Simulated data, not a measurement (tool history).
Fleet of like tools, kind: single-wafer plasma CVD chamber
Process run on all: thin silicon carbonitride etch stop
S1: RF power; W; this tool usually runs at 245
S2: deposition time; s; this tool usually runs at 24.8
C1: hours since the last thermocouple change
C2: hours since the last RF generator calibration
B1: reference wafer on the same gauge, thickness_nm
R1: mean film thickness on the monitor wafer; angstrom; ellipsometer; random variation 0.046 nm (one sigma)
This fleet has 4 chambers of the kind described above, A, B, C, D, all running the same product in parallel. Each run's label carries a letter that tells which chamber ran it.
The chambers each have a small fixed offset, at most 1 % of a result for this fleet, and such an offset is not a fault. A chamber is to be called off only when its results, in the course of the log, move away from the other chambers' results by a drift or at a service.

run	day	S1	S2	C1	C2	B1	R1
1A	0.342	245	24.8	428.5	570.0	12.902	148.98
2B	0.633	245	24.8	179.1	1782.8	12.898	151.26
3D	1.154	245	24.8	1222.3	361.4	12.895	149.43
4C	1.642	245	24.8	1752.7	1270.6	12.892	150.56
5A	2.117	245	24.8	471.1	612.6	12.903	148.12
6B	2.650	245	24.8	227.5	1831.2	12.907	152.03
7C	2.996	245	24.8	1785.2	1303.1	12.903	149.93
8D	3.383	245	24.8	1275.8	414.9	12.899	148.61
9B	3.758	245	24.8	254.1	1857.8	12.908	151.94
# day 3.792: chamber C: RF generator calibrated
10D	4.025	245	24.8	1291.2	430.3	12.908	149.67
11A	4.621	245	21.4	531.2	672.7	12.896	128.42
12C	5.121	245	21.4	1836.2	31.9	12.896	129.95
13D	5.696	245	21.4	1331.3	470.4	12.899	128.41
14A	6.296	245	21.4	571.4	712.9	12.899	128.33
15C	6.633	245	24.8	1872.5	68.2	12.902	150.01
16B	6.954	245	24.8	330.8	1934.5	12.890	151.89
# day 6.992: chamber D: thermocouple changed; heater temperature recalibrated
17A	7.383	245	24.8	597.5	739.0	12.898	148.90
18D	7.946	245	24.8	23.0	524.4	12.897	148.64
19C	8.383	245	21.2	1914.5	110.2	12.902	128.21
20B	8.758	245	21.2	374.1	1977.8	12.893	130.33
21D	9.175	245	21.2	52.5	553.9	12.907	125.93
22A	9.488	245	21.2	648.0	789.5	12.910	127.60
23B	9.971	245	24.8	403.2	2006.9	12.907	151.41
24C	10.450	245	24.8	1964.1	159.8	12.897	150.24
25A	11.008	245	24.8	684.5	826.0	12.904	148.59
26D	11.617	245	24.8	111.1	612.5	12.903	148.30
27C	12.158	285	24.8	2005.1	200.8	12.897	157.46
28B	12.488	285	24.8	463.6	2067.3	12.901	159.16
# day 12.650: chamber B: RF generator calibrated
29B	12.846	285	24.8	472.2	4.8	12.900	158.71

Next, every chamber runs the same settings. What will each give?
30A	13.283	245	20.0				?
30B	13.283	245	20.0				?
30C	13.283	245	20.0				?
30D	13.283	245	20.0				?

run	R1
30A	119.60
30B	121.93
30C	121.29
30D	118.02
